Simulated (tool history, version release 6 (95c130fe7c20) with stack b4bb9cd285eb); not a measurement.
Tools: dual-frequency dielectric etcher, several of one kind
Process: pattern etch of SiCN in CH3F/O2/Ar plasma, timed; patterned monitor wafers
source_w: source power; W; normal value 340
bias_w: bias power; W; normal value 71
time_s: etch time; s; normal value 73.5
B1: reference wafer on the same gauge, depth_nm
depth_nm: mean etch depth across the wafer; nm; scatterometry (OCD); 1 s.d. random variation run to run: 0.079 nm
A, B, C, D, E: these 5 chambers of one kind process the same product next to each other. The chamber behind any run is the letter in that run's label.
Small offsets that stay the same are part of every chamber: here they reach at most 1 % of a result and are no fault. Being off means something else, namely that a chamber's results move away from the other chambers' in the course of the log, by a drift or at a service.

Run 1C, hour 12.1: usual settings; B1 24.604. Result: depth_nm 26.046 nm.
Run 2B, hour 21.2: usual settings; B1 24.591. Result: depth_nm 25.827 nm.
At hour 27.5: chamber E: wet clean of the chamber.
Run 3D, hour 34.6: usual settings; B1 24.587. Result: depth_nm 25.859 nm.
Run 4A, hour 42.6: usual settings; B1 24.6. Result: depth_nm 26.031 nm.
Run 5E, hour 56: usual settings; B1 24.596. Result: depth_nm 26.05 nm.
Run 6C, hour 70.1: usual settings; B1 24.612. Result: depth_nm 26.006 nm.
Run 7B, hour 77.2: usual settings; B1 24.606. Result: depth_nm 26.054 nm.
Run 8E, hour 87.6: usual settings; B1 24.596. Result: depth_nm 26.271 nm.
Run 9D, hour 103.4: usual settings; B1 24.586. Result: depth_nm 25.919 nm.
Run 10A, hour 111.1: usual settings; B1 24.602. Result: depth_nm 25.989 nm.
Run 11B, hour 118.9: usual settings; B1 24.6. Result: depth_nm 26.165 nm.
Run 12A, hour 126.5: usual settings; B1 24.602. Result: depth_nm 25.882 nm.
Run 13C, hour 137.8: usual settings; B1 24.611. Result: depth_nm 25.945 nm.
Run 14E, hour 146.6: usual settings; B1 24.585. Result: depth_nm 26.151 nm.
Run 15D, hour 158.4: usual settings but bias_w 64 W, time_s 84.5 s; B1 24.585. Result: depth_nm 28.602 nm.
Run 16A, hour 170: usual settings but bias_w 64 W, time_s 84.5 s; B1 24.606. Result: depth_nm 28.842 nm.
At hour 172.3: chamber C: wet clean of the chamber.
At hour 180: chamber D: source power generator calibrated.
At hour 182.1: chamber B: wet clean of the chamber.
Run 17C, hour 182.6: usual settings but bias_w 64 W, time_s 84.5 s; B1 24.595. Result: depth_nm 28.948 nm.
Run 18E, hour 191.8: usual settings but bias_w 64 W, time_s 84.5 s; B1 24.579. Result: depth_nm 28.969 nm.
Run 19B, hour 203.3: usual settings but bias_w 64 W, time_s 84.5 s; B1 24.584. Result: depth_nm 28.868 nm.
Run 20D, hour 213.6: usual settings; B1 24.602. Result: depth_nm 25.821 nm.
Run 21C, hour 221.6: usual settings but bias_w 76 W; B1 24.594. Result: depth_nm 26.559 nm.
Run 22E, hour 230.4: usual settings but bias_w 76 W; B1 24.597. Result: depth_nm 26.73 nm.
Run 23A, hour 244.6: usual settings but bias_w 76 W; B1 24.605. Result: depth_nm 26.781 nm.
Run 24D, hour 258.8: usual settings but bias_w 76 W; B1 24.603. Result: depth_nm 26.497 nm.
Run 25B, hour 267.9: usual settings but bias_w 76 W; B1 24.574. Result: depth_nm 26.661 nm.
Run 26A, hour 283.4: usual settings; B1 24.588. Result: depth_nm 26.042 nm.
Run 27E, hour 292.5: usual settings; B1 24.59. Result: depth_nm 26.103 nm.
Run 28C, hour 300.8: usual settings; B1 24.595. Result: depth_nm 26.005 nm.
At hour 304.3: chamber A: wet clean of the chamber.
Run 29D, hour 315: usual settings; B1 24.62. Result: depth_nm 25.805 nm.
Run 30B, hour 329: usual settings; B1 24.57. Result: depth_nm 26.014 nm.
Run 31B, hour 337.7: usual settings but bias_w 62 W; B1 24.602. Result: depth_nm 24.764 nm.
Run 32A, hour 352.2: usual settings but bias_w 62 W; B1 24.607. Result: depth_nm 24.828 nm.
Run 33E, hour 365.6: usual settings but bias_w 62 W; B1 24.61. Result: depth_nm 24.822 nm.
Run 34C, hour 376.4: usual settings but bias_w 62 W; B1 24.606. Result: depth_nm 24.717 nm.
Run 35D, hour 386.2: usual settings but bias_w 62 W; B1 24.606. Result: depth_nm 24.735 nm.
Run 36B, hour 402.2: usual settings; B1 24.608. Result: depth_nm 26.07 nm.
Run 37D, hour 413.4: usual settings; B1 24.62. Result: depth_nm 25.901 nm.
Run 38E, hour 427: usual settings but source_w 390 W, time_s 83.5 s; B1 24.599. Result: depth_nm 31.097 nm.
At hour 433.7: chamber D: wet clean of the chamber.
Run 39C, hour 440.2: usual settings but source_w 390 W, time_s 83.5 s; B1 24.599. Result: depth_nm 31.04 nm.
Run 40A, hour 450: usual settings but source_w 390 W, time_s 83.5 s; B1 24.622. Result: depth_nm 31.167 nm.
Run 41D, hour 461.3: usual settings but source_w 390 W, time_s 83.5 s; B1 24.61. Result: depth_nm 31.029 nm.
Run 42E, hour 469.2: usual settings but source_w 390 W, time_s 83.5 s; B1 24.582. Result: depth_nm 31.211 nm.
Run 43C, hour 478.1: usual settings; B1 24.59. Result: depth_nm 26.003 nm.

Each of the 5 chambers runs these same settings next. Fill in every chamber's results:
Run 44A, hour 490: usual settings. Result: depth_nm ?.
Run 44B, hour 490: usual settings. Result: depth_nm ?.
Run 44C, hour 490: usual settings. Result: depth_nm ?.
Run 44D, hour 490: usual settings. Result: depth_nm ?.
Run 44E, hour 490: usual settings. Result: depth_nm ?.

run  depth_nm
44A    26.047
44B    25.922
44C    26.026
44D    25.919
44E     26.13
